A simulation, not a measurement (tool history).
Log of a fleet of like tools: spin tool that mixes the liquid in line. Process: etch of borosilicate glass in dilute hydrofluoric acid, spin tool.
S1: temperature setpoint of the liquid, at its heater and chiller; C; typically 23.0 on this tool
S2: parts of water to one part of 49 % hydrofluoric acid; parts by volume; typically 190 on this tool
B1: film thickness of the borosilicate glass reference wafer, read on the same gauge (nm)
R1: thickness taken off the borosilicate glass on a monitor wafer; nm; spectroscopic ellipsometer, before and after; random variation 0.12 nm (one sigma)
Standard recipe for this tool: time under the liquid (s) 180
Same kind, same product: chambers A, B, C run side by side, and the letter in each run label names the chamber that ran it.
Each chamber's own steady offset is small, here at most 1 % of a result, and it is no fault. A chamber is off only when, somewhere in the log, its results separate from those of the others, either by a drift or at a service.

{"run": "1C", "hour": 7.7, "S1": 23.0, "S2": 190, "time under the liquid (s)": 180, "B1": 109.99, "R1": 19.719}
{"run": "2B", "hour": 14.4, "S1": 23.0, "S2": 190, "time under the liquid (s)": 180, "B1": 110.02, "R1": 20.001}
{"run": "3A", "hour": 18.6, "S1": 23.0, "S2": 190, "time under the liquid (s)": 180, "B1": 110.03, "R1": 19.984}
{"run": "4A", "hour": 23.7, "S1": 23.0, "S2": 190, "time under the liquid (s)": 180, "B1": 109.97, "R1": 19.92}
{"run": "5C", "hour": 29.1, "S1": 23.0, "S2": 190, "time under the liquid (s)": 180, "B1": 109.97, "R1": 19.88}
{"run": "6B", "hour": 33.2, "S1": 23.0, "S2": 190, "time under the liquid (s)": 180, "B1": 110.03, "R1": 19.969}
{"run": "7A", "hour": 40.0, "S1": 23.0, "S2": 190, "time under the liquid (s)": 180, "B1": 110.01, "R1": 19.681}
{"run": "8C", "hour": 47.7, "S1": 23.0, "S2": 190, "time under the liquid (s)": 180, "B1": 109.97, "R1": 19.867}
{"run": "9B", "hour": 54.4, "S1": 23.0, "S2": 190, "time under the liquid (s)": 180, "B1": 109.99, "R1": 19.844}
{"run": "10B", "hour": 58.0, "S1": 23.0, "S2": 190, "time under the liquid (s)": 180, "B1": 110.0, "R1": 19.929}
{"run": "11A", "hour": 65.4, "S1": 23.0, "S2": 265, "time under the liquid (s)": 180, "B1": 109.99, "R1": 13.454}
{"run": "12C", "hour": 68.8, "S1": 23.0, "S2": 265, "time under the liquid (s)": 180, "B1": 109.97, "R1": 13.244}
{"run": "13C", "hour": 74.2, "S1": 23.0, "S2": 265, "time under the liquid (s)": 180, "B1": 110.0, "R1": 12.959}
{"run": "14A", "hour": 77.8, "S1": 23.0, "S2": 190, "time under the liquid (s)": 180, "B1": 109.98, "R1": 19.956}
{"run": "15B", "hour": 84.5, "S1": 23.0, "S2": 190, "time under the liquid (s)": 180, "B1": 109.99, "R1": 19.965}
{"run": "16C", "hour": 92.0, "S1": 23.0, "S2": 190, "time under the liquid (s)": 180, "B1": 110.0, "R1": 19.966}
{"run": "17A", "hour": 96.3, "S1": 23.0, "S2": 275, "time under the liquid (s)": 180, "B1": 110.01, "R1": 12.722}
{"run": "18B", "hour": 100.7, "S1": 23.0, "S2": 275, "time under the liquid (s)": 180, "B1": 110.02, "R1": 12.715}
{"run": "19A", "hour": 106.5, "S1": 23.0, "S2": 275, "time under the liquid (s)": 180, "B1": 109.99, "R1": 12.883}
{"run": "20B", "hour": 111.7, "S1": 23.0, "S2": 190, "time under the liquid (s)": 180, "B1": 110.03, "R1": 20.022}
{"run": "21C", "hour": 118.7, "S1": 23.0, "S2": 190, "time under the liquid (s)": 180, "B1": 109.99, "R1": 19.645}
{"run": "22A", "hour": 123.1, "S1": 23.0, "S2": 190, "time under the liquid (s)": 95, "B1": 109.99, "R1": 10.519}
{"run": "23B", "hour": 126.8, "S1": 23.0, "S2": 190, "time under the liquid (s)": 95, "B1": 109.98, "R1": 10.588}
{"run": "24C", "hour": 133.8, "S1": 23.0, "S2": 190, "time under the liquid (s)": 95, "B1": 110.03, "R1": 10.436}
{"run": "25A", "hour": 138.0, "S1": 23.0, "S2": 190, "time under the liquid (s)": 180, "B1": 110.02, "R1": 19.961}
{"run": "26C", "hour": 141.8, "S1": 23.0, "S2": 190, "time under the liquid (s)": 180, "B1": 110.03, "R1": 19.854}
{"run": "27B", "hour": 149.4, "S1": 23.0, "S2": 190, "time under the liquid (s)": 180, "B1": 109.99, "R1": 20.298}
{"run": "28A", "hour": 153.9, "S1": 23.0, "S2": 190, "time under the liquid (s)": 180, "B1": 110.02, "R1": 19.937}
{"run": "29B", "hour": 159.3, "S1": 23.0, "S2": 190, "time under the liquid (s)": 180, "B1": 110.01, "R1": 20.182}
{"run": "30C", "hour": 162.8, "S1": 23.0, "S2": 190, "time under the liquid (s)": 180, "B1": 110.03, "R1": 19.994}
{"run": "31A", "hour": 167.9, "S1": 23.0, "S2": 190, "time under the liquid (s)": 180, "B1": 109.97, "R1": 20.041}
{"run": "32B", "hour": 172.6, "S1": 23.0, "S2": 190, "time under the liquid (s)": 180, "B1": 109.99, "R1": 20.355}
{"run": "33C", "hour": 176.1, "S1": 23.0, "S2": 190, "time under the liquid (s)": 180, "B1": 109.97, "R1": 19.939}
{"run": "34C", "hour": 179.9, "S1": 23.0, "S2": 190, "time under the liquid (s)": 180, "B1": 109.99, "R1": 19.763}
{"run": "35B", "hour": 185.9, "S1": 23.0, "S2": 190, "time under the liquid (s)": 180, "B1": 109.98, "R1": 20.326}
{"run": "36A", "hour": 193.1, "S1": 23.0, "S2": 190, "time under the liquid (s)": 180, "B1": 110.01, "R1": 20.015}
{"run": "37B", "hour": 199.4, "S1": 23.0, "S2": 190, "time under the liquid (s)": 180, "B1": 110.01, "R1": 20.173}
{"run": "38C", "hour": 206.9, "S1": 25.5, "S2": 190, "time under the liquid (s)": 180, "B1": 110.03, "R1": 21.854}
{"run": "39A", "hour": 214.3, "S1": 25.5, "S2": 190, "time under the liquid (s)": 180, "B1": 110.02, "R1": 21.956}
{"run": "40C", "hour": 220.2, "S1": 25.5, "S2": 190, "time under the liquid (s)": 180, "B1": 109.99, "R1": 21.847}

For the next run the whole fleet of 3 chambers uses the same settings. Give each chamber's results:
{"run": "41A", "hour": 225.8, "S1": 23.0, "S2": 190, "time under the liquid (s)": 250, "R1": "?"}
{"run": "41B", "hour": 225.8, "S1": 23.0, "S2": 190, "time under the liquid (s)": 250, "R1": "?"}
{"run": "41C", "hour": 225.8, "S1": 23.0, "S2": 190, "time under the liquid (s)": 250, "R1": "?"}

run=41A R1=27.954
run=41B R1=28.585
run=41C R1=27.575
